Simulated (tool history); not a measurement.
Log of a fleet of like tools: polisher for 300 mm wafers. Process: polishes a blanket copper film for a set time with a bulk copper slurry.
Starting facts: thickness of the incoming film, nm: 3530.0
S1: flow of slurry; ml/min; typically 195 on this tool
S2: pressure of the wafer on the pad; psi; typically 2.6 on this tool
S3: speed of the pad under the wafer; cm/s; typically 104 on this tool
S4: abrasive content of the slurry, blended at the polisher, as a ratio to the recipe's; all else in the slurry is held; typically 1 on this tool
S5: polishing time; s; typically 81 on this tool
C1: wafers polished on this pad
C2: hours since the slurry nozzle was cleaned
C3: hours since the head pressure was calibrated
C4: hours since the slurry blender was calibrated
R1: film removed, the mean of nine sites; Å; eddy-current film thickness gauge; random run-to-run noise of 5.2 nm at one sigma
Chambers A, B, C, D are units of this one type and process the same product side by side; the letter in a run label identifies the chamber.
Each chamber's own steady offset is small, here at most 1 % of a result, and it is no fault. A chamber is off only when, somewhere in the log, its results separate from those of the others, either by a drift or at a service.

{"run": "1D", "hour": 8.1, "S1": 195, "S2": 2.6, "S3": 104, "S4": 1, "S5": 81, "C1": 652, "C2": 43.1, "C3": 1118.5, "C4": 194.6, "R1": 6762.5}
{"run": "2C", "hour": 15.8, "S1": 195, "S2": 2.6, "S3": 104, "S4": 1, "S5": 81, "C1": 353, "C2": 268.7, "C3": 46.6, "C4": 209.5, "R1": 6633.1}
{"hour": 27.0, "done": "chamber B: worn pad replaced by a new one"}
{"run": "3B", "hour": 27.4, "S1": 195, "S2": 2.6, "S3": 104, "S4": 1, "S5": 81, "C1": 5, "C2": 103.8, "C3": 1050.1, "C4": 227.9, "R1": 6730.4}
{"run": "4A", "hour": 34.0, "S1": 195, "S2": 2.6, "S3": 104, "S4": 1, "S5": 81, "C1": 448, "C2": 38.5, "C3": 912.1, "C4": 207.6, "R1": 6770.8}
{"run": "5C", "hour": 39.7, "S1": 195, "S2": 2.6, "S3": 104, "S4": 1, "S5": 81, "C1": 661, "C2": 292.6, "C3": 70.5, "C4": 233.4, "R1": 6613.1}
{"run": "6A", "hour": 46.5, "S1": 195, "S2": 2.6, "S3": 104, "S4": 1, "S5": 81, "C1": 608, "C2": 51.0, "C3": 924.6, "C4": 220.1, "R1": 6768.1}
{"hour": 48.9, "done": "chamber C: slurry nozzle cleaned"}
{"hour": 50.5, "done": "chamber C: worn pad replaced by a new one"}
{"run": "7B", "hour": 53.4, "S1": 195, "S2": 2.6, "S3": 104, "S4": 1, "S5": 81, "C1": 339, "C2": 129.8, "C3": 1076.1, "C4": 253.9, "R1": 6696.5}
{"run": "8D", "hour": 63.4, "S1": 195, "S2": 2.6, "S3": 104, "S4": 1, "S5": 81, "C1": 1363, "C2": 98.4, "C3": 1173.8, "C4": 249.9, "R1": 6785.9}
{"hour": 63.9, "done": "chamber D: worn pad replaced by a new one"}
{"run": "9C", "hour": 73.1, "S1": 195, "S2": 2.6, "S3": 104, "S4": 1, "S5": 81, "C1": 291, "C2": 24.2, "C3": 103.9, "C4": 266.8, "R1": 6648.6}
{"hour": 75.2, "done": "chamber B: worn pad replaced by a new one"}
{"run": "10B", "hour": 80.1, "S1": 195, "S2": 2.6, "S3": 104, "S4": 1, "S5": 81, "C1": 63, "C2": 156.5, "C3": 1102.8, "C4": 280.6, "R1": 6699.1}
{"run": "11A", "hour": 89.2, "S1": 195, "S2": 2.6, "S3": 104, "S4": 1, "S5": 81, "C1": 1158, "C2": 93.7, "C3": 967.3, "C4": 262.8, "R1": 6716.4}
{"run": "12D", "hour": 95.9, "S1": 195, "S2": 2.6, "S3": 104, "S4": 1, "S5": 81, "C1": 412, "C2": 130.9, "C3": 1206.3, "C4": 282.4, "R1": 6754.7}
{"hour": 98.9, "done": "chamber A: slurry blender recalibrated"}
{"run": "13B", "hour": 101.7, "S1": 195, "S2": 2.6, "S3": 104, "S4": 1, "S5": 81, "C1": 341, "C2": 178.1, "C3": 1124.4, "C4": 302.2, "R1": 6691.3}
{"hour": 106.3, "done": "chamber A: worn pad replaced by a new one"}
{"run": "14C", "hour": 113.8, "S1": 195, "S2": 2.6, "S3": 104, "S4": 1, "S5": 81, "C1": 814, "C2": 64.9, "C3": 144.6, "C4": 307.5, "R1": 6654.0}
{"hour": 113.9, "done": "chamber D: head pressure recalibrated"}
{"hour": 119.2, "done": "chamber B: worn pad replaced by a new one"}
{"hour": 123.0, "done": "chamber C: worn pad replaced by a new one"}
{"run": "15A", "hour": 125.2, "S1": 195, "S2": 2.6, "S3": 104, "S4": 1, "S5": 81, "C1": 243, "C2": 129.7, "C3": 1003.3, "C4": 26.3, "R1": 6812.9}
{"run": "16D", "hour": 133.0, "S1": 195, "S2": 2.6, "S3": 104, "S4": 1, "S5": 81, "C1": 890, "C2": 168.0, "C3": 19.1, "C4": 319.5, "R1": 7367.0}
{"run": "17A", "hour": 142.1, "S1": 195, "S2": 2.6, "S3": 104, "S4": 1, "S5": 81, "C1": 461, "C2": 146.6, "C3": 1020.2, "C4": 43.2, "R1": 6703.5}
{"run": "18D", "hour": 150.2, "S1": 195, "S2": 2.6, "S3": 104, "S4": 1, "S5": 81, "C1": 1111, "C2": 185.2, "C3": 36.3, "C4": 336.7, "R1": 7336.4}
{"hour": 153.5, "done": "chamber B: head pressure recalibrated"}
{"run": "19B", "hour": 158.0, "S1": 195, "S2": 2.6, "S3": 104, "S4": 1, "S5": 81, "C1": 499, "C2": 234.4, "C3": 4.6, "C4": 358.5, "R1": 6699.6}
{"hour": 163.1, "done": "chamber D: worn pad replaced by a new one"}
{"hour": 165.0, "done": "chamber B: worn pad replaced by a new one"}
{"run": "20C", "hour": 167.0, "S1": 145, "S2": 2.6, "S3": 104, "S4": 1, "S5": 100, "C1": 567, "C2": 118.1, "C3": 197.8, "C4": 360.7, "R1": 7744.5}
{"run": "21B", "hour": 178.8, "S1": 145, "S2": 2.6, "S3": 104, "S4": 1, "S5": 100, "C1": 177, "C2": 255.2, "C3": 25.4, "C4": 379.3, "R1": 7801.6}
{"run": "22D", "hour": 187.4, "S1": 145, "S2": 2.6, "S3": 104, "S4": 1, "S5": 100, "C1": 313, "C2": 222.4, "C3": 73.5, "C4": 373.9, "R1": 8581.2}
{"run": "23C", "hour": 198.3, "S1": 145, "S2": 2.6, "S3": 104, "S4": 1, "S5": 100, "C1": 970, "C2": 149.4, "C3": 229.1, "C4": 392.0, "R1": 7690.7}
{"hour": 202.9, "done": "chamber C: worn pad replaced by a new one"}
{"hour": 208.0, "done": "chamber A: worn pad replaced by a new one"}
{"run": "24A", "hour": 209.8, "S1": 195, "S2": 2.6, "S3": 104, "S4": 1, "S5": 81, "C1": 24, "C2": 214.3, "C3": 1087.9, "C4": 110.9, "R1": 6775.7}
{"run": "25A", "hour": 218.0, "S1": 195, "S2": 2.6, "S3": 104, "S4": 1, "S5": 81, "C1": 129, "C2": 222.5, "C3": 1096.1, "C4": 119.1, "R1": 6692.4}
{"run": "26D", "hour": 226.0, "S1": 195, "S2": 2.6, "S3": 92, "S4": 1, "S5": 81, "C1": 810, "C2": 261.0, "C3": 112.1, "C4": 412.5, "R1": 6275.9}
{"run": "27C", "hour": 234.9, "S1": 195, "S2": 2.6, "S3": 92, "S4": 1, "S5": 81, "C1": 411, "C2": 186.0, "C3": 265.7, "C4": 428.6, "R1": 5820.2}

One chamber off, gauge drift, or nothing amiss beyond the chambers' own small offsets? If it is a chamber, which one, and what is the likeliest cause?

A service on chamber D put it out of line with the rest.
What lies behind it: head's pressure above its setpoint, % = 7.88.

Which of the 4 candidates below, each the usual settings with something changed and its results left as question marks, puts chamber D back in line with what the other chambers give on the usual settings?
Allowed miss from the other chambers' usual-settings mean, per result, to count as in line: R1 180.0 Å
{"run": "28D-1", "hour": 244.3, "S1": 195, "S2": 2.6, "S3": 96, "S4": 1, "S5": 81, "R1": "?"}
{"run": "28D-2", "hour": 244.3, "S1": 195, "S2": 2.7, "S3": 106, "S4": 1, "S5": 83, "R1": "?"}
{"run": "28D-3", "hour": 244.3, "S1": 195, "S2": 2.5, "S3": 100, "S4": 1, "S5": 77, "R1": "?"}
{"run": "28D-4", "hour": 244.3, "S1": 195, "S2": 2.8, "S3": 104, "S4": 1, "S5": 87, "R1": "?"}

On the usual settings, the other chambers give on average: R1 6683.9 Å
run=28D-1 R1=6704.9
run=28D-2 R1=7885.7
run=28D-3 R1=6392.0
run=28D-4 R1=8403.4
28D-1 puts the chamber back in line with the other chambers.
